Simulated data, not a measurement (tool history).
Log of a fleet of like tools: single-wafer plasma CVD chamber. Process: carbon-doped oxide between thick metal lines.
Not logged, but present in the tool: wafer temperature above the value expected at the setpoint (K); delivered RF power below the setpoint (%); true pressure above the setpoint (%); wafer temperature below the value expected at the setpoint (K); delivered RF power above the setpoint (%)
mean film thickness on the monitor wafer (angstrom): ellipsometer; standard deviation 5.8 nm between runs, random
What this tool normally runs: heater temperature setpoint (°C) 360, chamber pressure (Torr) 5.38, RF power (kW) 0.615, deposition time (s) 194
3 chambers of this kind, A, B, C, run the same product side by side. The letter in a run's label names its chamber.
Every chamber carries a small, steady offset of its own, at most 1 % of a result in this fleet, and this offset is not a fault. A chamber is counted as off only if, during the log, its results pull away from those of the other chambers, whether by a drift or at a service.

run   hour  heater temperature setpoint (°C)  chamber pressure (Torr)  RF power (kW)  deposition time (s)  hours since the last thermocouple change  hours since the last RF generator calibration  hours since the last manometer calibration  read-back reference wafer on the same gauge, thickness_nm  mean film thickness on the monitor wafer (angstrom)
 1A    3.5                               360                     5.38          0.615                  194                                     618.6                                          299.6                                       852.2                                                     1171.5                                                10943
 2C      6                               360                     5.38          0.615                  194                                     651.5                                           1729                                      1003.1                                                     1169.4                                                10926
 3B    8.7                               360                     5.38          0.615                  194                                      1158                                          168.6                                       998.1                                                     1169.7                                                10972
       9.3  -- chamber C: RF generator calibrated
 4C   11.9                               360                     5.38          0.615                  194                                     657.4                                            2.7                                        1009                                                     1169.7                                                10875
 5B   15.2                               360                     5.38          0.615                  194                                    1164.5                                          175.1                                      1004.6                                                     1170.7                                                11037
 6A   17.4                               360                     5.38          0.615                  194                                     632.5                                          313.5                                       866.1                                                     1171.4                                                10935
 7A   21.4                               360                     5.38          0.615                  194                                     636.5                                          317.5                                       870.1                                                     1169.9                                                10904
 8B   23.4                               360                     5.38          0.615                  194                                    1172.7                                          183.3                                      1012.8                                                     1170.6                                                10966
 9C   27.6                               360                     5.38          0.615                  194                                     673.1                                           18.4                                      1024.7                                                     1169.6                                                11070
10A   31.3                               360                     5.38          0.615                  194                                     646.4                                          327.4                                         880                                                     1168.3                                                10901
11C   35.5                               360                     5.38          0.615                  194                                       681                                           26.3                                      1032.6                                                     1169.9                                                10967
12B   38.8                               360                     5.38          0.615                  194                                    1188.1                                          198.7                                      1028.2                                                     1169.4                                                11078
13C   41.6                               360                     5.38          0.615                  194                                     687.1                                           32.4                                      1038.7                                                     1170.6                                                10913
14B   45.6                               373                     5.38          0.615                  194                                    1194.9                                          205.5                                        1035                                                     1168.5                                                10848
15A   49.4                               373                     5.38          0.615                  194                                     664.5                                          345.5                                       898.1                                                     1169.5                                                10441
16B   54.1                               373                     5.38          0.615                  194                                    1203.4                                            214                                      1043.5                                                     1169.4                                                10768
17A   57.9                               360                     5.38          0.615                  194                                       673                                            354                                       906.6                                                     1171.3                                                10774
18C     60                               360                     5.38          0.615                  194                                     705.5                                           50.8                                      1057.1                                                       1171                                                10857
19C   63.2                               360                     5.38          0.615                  194                                     708.7                                             54                                      1060.3                                                     1170.9                                                10899
20B   65.6                               360                     5.38          0.615                  194                                    1214.9                                          225.5                                        1055                                                     1171.1                                                11083
21A   68.2                               360                     5.38          0.615                  194                                     683.3                                          364.3                                       916.9                                                     1171.1                                                10562
22A   71.4                               360                     5.38          0.615                  194                                     686.5                                          367.5                                       920.1                                                     1169.1                                                10710
23B   74.6                               360                     5.38          0.615                  194                                    1223.9                                          234.5                                        1064                                                     1171.5                                                10956
24C   76.8                               360                     5.38          0.615                  194                                     722.3                                           67.6                                      1073.9                                                     1170.9                                                10955
      77.5  -- chamber A: capacitance manometer re-zeroed and calibrated
25A     81                               360                     5.38          0.615                  194                                     696.1                                          377.1                                         3.5                                                       1171                                                10608
26B   84.4                               360                     5.38          0.615                  194                                    1233.7                                          244.3                                      1073.8                                                     1170.4                                                11038
27C     88                               360                     5.94          0.615                  194                                     733.5                                           78.8                                      1085.1                                                       1169                                                11088
28B     92                               360                     5.94          0.615                  194                                    1241.3                                          251.9                                      1081.4                                                       1170                                                11274
29C   95.8                               360                     5.94          0.615                  194                                     741.3                                           86.6                                      1092.9                                                     1171.9                                                11090
30A   98.1                               360                     5.38          0.615                  194                                     713.2                                          394.2                                        20.6                                                     1171.3                                                10446
31A  101.5                               360                     5.38          0.615                  194                                     716.6                                          397.6                                          24                                                     1169.8                                                10335
32B  105.7                               360                     5.38          0.615                  194                                      1255                                          265.6                                      1095.1                                                     1170.3                                                10945

Is one chamber off against the others, does the gauge drift, or is nothing wrong? If a chamber is off, say which, and what the likeliest cause is.

Little by little, chamber A moves away from the other chambers.
Likeliest cause: delivered RF power below the setpoint (%) = 7.52.

Chamber A could run next with any of the 4 candidate recipes listed below; each alters the usual settings, and their results appear as question marks. Which one brings its results back in line with what the other chambers deliver on the usual settings?
In line here means within this much of the mean the other chambers give on the usual settings: mean film thickness on the monitor wafer (angstrom) 200
33A-1   109                               360                     5.38           0.56                  194                                                                                                                                                                                                                                                    ?
33A-2   109                               360                     5.38          0.615                  216                                                                                                                                                                                                                                                    ?
33A-3   109                               359                     5.38           0.63                  202                                                                                                                                                                                                                                                    ?
33A-4   109                               361                     5.38          0.615                  173                                                                                                                                                                                                                                                    ?

The mean the other chambers reach with the usual settings: mean film thickness on the monitor wafer (angstrom) 10993
  run  mean film thickness on the monitor wafer (angstrom)
33A-1                                               9817.5
33A-2                                                11588
33A-3                                                11025
33A-4                                               9265.8
33A-3 puts the chamber back in line with the other chambers.

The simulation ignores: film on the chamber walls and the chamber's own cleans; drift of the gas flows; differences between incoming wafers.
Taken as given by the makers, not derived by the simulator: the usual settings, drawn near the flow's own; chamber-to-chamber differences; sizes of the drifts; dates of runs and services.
